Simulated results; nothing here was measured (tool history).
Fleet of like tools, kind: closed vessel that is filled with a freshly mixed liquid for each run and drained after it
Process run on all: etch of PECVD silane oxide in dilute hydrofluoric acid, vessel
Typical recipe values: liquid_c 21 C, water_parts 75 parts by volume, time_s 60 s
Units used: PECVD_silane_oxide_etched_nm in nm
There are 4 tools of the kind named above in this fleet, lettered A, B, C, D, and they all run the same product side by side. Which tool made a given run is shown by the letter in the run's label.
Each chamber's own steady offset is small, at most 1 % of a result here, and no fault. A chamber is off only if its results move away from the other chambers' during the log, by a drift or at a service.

run  hour  liquid_c  water_parts  time_s  read-back film thickness of the PECVD silane oxide reference wafer, read on the same gauge (nm)  PECVD_silane_oxide_etched_nm
 1B   3.8        21           75      60                                                                                           110.00                        37.377
 2A   8.6        21           75      60                                                                                           109.95                        36.447
 3D  11.1        21           75      60                                                                                           109.95                        36.313
 4C  14.5        21           75      60                                                                                           110.01                        36.992
 5D  17.1        21           75      60                                                                                           110.04                        36.585
 6A  22.0        21           75      60                                                                                           110.03                        35.884
 7B  24.9        21           75      60                                                                                           109.97                        36.270
 8C  29.6        21          100      35                                                                                           110.02                        15.623
 9B  32.6        21          100      35                                                                                           110.02                        15.652
10D  36.8        21          100      35                                                                                           110.01                        15.552
11C  41.3        21          100      35                                                                                           110.02                        15.414
12A  45.0        21           75      60                                                                                           110.05                        36.171
13A  47.4        21           50      80                                                                                           109.97                        75.103
14D  52.9        21           50      80                                                                                           109.98                        76.453
15B  55.6        21           50      80                                                                                           110.01                        76.029
16C  60.1        21           50      80                                                                                           109.98                        75.606
17A  65.4        21           75      60                                                                                           109.98                        36.349
18D  70.2        21           75      60                                                                                           109.98                        36.750
19C  73.3        21           75      60                                                                                           109.97                        36.372
20B  78.1        21           75      60                                                                                           109.96                        39.133
21A  82.3        21           75      60                                                                                           110.00                        36.512
22D  86.6        21           75      60                                                                                           110.02                        36.277
23B  90.1        21           75      60                                                                                           110.02                        39.828
24C  94.1        21           75      60                                                                                           109.94                        36.301
25C  99.0        21           75      60                                                                                           110.01                        36.778

Next, all 4 chambers run the settings below, one line each with question marks for the results. What does each chamber give?
26A  102.9        21           75      60                                                                                                                              ?
26B  102.9        21           75      60                                                                                                                              ?
26C  102.9        21           75      60                                                                                                                              ?
26D  102.9        21           75      60                                                                                                                              ?

run  PECVD_silane_oxide_etched_nm
26A                        36.459
26B                        40.172
26C                        36.319
26D                        36.622
